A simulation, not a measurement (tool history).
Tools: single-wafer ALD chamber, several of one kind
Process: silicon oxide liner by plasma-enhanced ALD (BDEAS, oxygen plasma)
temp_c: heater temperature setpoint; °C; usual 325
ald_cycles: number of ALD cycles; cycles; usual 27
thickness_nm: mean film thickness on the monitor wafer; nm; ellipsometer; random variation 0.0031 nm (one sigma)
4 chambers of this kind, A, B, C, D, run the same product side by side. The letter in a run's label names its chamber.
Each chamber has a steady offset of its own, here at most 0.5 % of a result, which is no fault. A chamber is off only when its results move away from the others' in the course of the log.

run	hour	temp_c	ald_cycles	hours since the last thermocouple change	read-back reference wafer on the same gauge, thickness_nm	thickness_nm
1C	14.5	325	27	517.9	2.6609	2.4348
2B	25.1	325	27	1155.9	2.6599	2.4353
3A	38.9	325	27	870.1	2.6614	2.4321
4D	49.2	325	27	872.0	2.6617	2.4142
5B	63.5	325	27	1194.3	2.6616	2.4364
6D	73.9	325	27	896.7	2.6619	2.4192
7C	87.0	325	27	590.4	2.6631	2.4376
8A	99.5	325	27	930.7	2.6628	2.4269
9C	109.0	325	27	612.4	2.6633	2.4405
10B	117.6	325	27	1248.4	2.6637	2.4380
11A	131.6	325	27	962.8	2.6640	2.4228
12D	146.9	325	27	969.7	2.6646	2.4208
13D	157.3	332	31	980.1	2.6648	2.7511
14C	163.9	332	31	667.3	2.6653	2.7668
15A	173.1	332	31	1004.3	2.6652	2.7609
16B	180.1	332	31	1310.9	2.6654	2.7645
17A	189.5	325	27	1020.7	2.6657	2.4304
18C	198.1	325	27	701.5	2.6655	2.4398
19D	211.1	325	24	1033.9	2.6669	2.1495
20B	224.8	325	24	1355.6	2.6668	2.1698
# hour 225.3: chamber A: thermocouple changed; heater temperature recalibrated
21B	232.8	325	24	1363.6	2.6681	2.1709
22D	242.4	325	24	1065.2	2.6680	2.1513
23A	254.3	325	25	29.0	2.6674	2.2523
24C	264.0	325	25	767.4	2.6676	2.2609
25D	271.9	325	25	1094.7	2.6680	2.2425
26C	283.9	325	25	787.3	2.6692	2.2617
27A	293.6	325	27	68.3	2.6690	2.4418
28B	302.5	325	27	1433.3	2.6691	2.4398
29C	317.4	325	27	820.8	2.6701	2.4383
30A	327.9	325	27	102.6	2.6706	2.4352
31D	340.1	325	27	1162.9	2.6707	2.4215
32B	347.5	325	27	1478.3	2.6706	2.4355
33B	358.6	325	27	1489.4	2.6725	2.4455
34A	366.8	325	27	141.5	2.6708	2.4322
35C	373.7	325	27	877.1	2.6724	2.4435
36D	387.6	325	27	1210.4	2.6719	2.4250
37D	401.1	325	27	1223.9	2.6726	2.4268
38B	410.1	325	27	1540.9	2.6723	2.4439
39A	416.7	325	27	191.4	2.6723	2.4380
40C	425.5	325	27	928.9	2.6738	2.4390
41A	438.0	325	27	212.7	2.6732	2.4415

Next, every chamber runs the same settings. What will each give?
42A	449.0	325	24			?
42B	449.0	325	24			?
42C	449.0	325	24			?
42D	449.0	325	24			?

run	thickness_nm
42A	2.1695
42B	2.1738
42C	2.1673
42D	2.1533
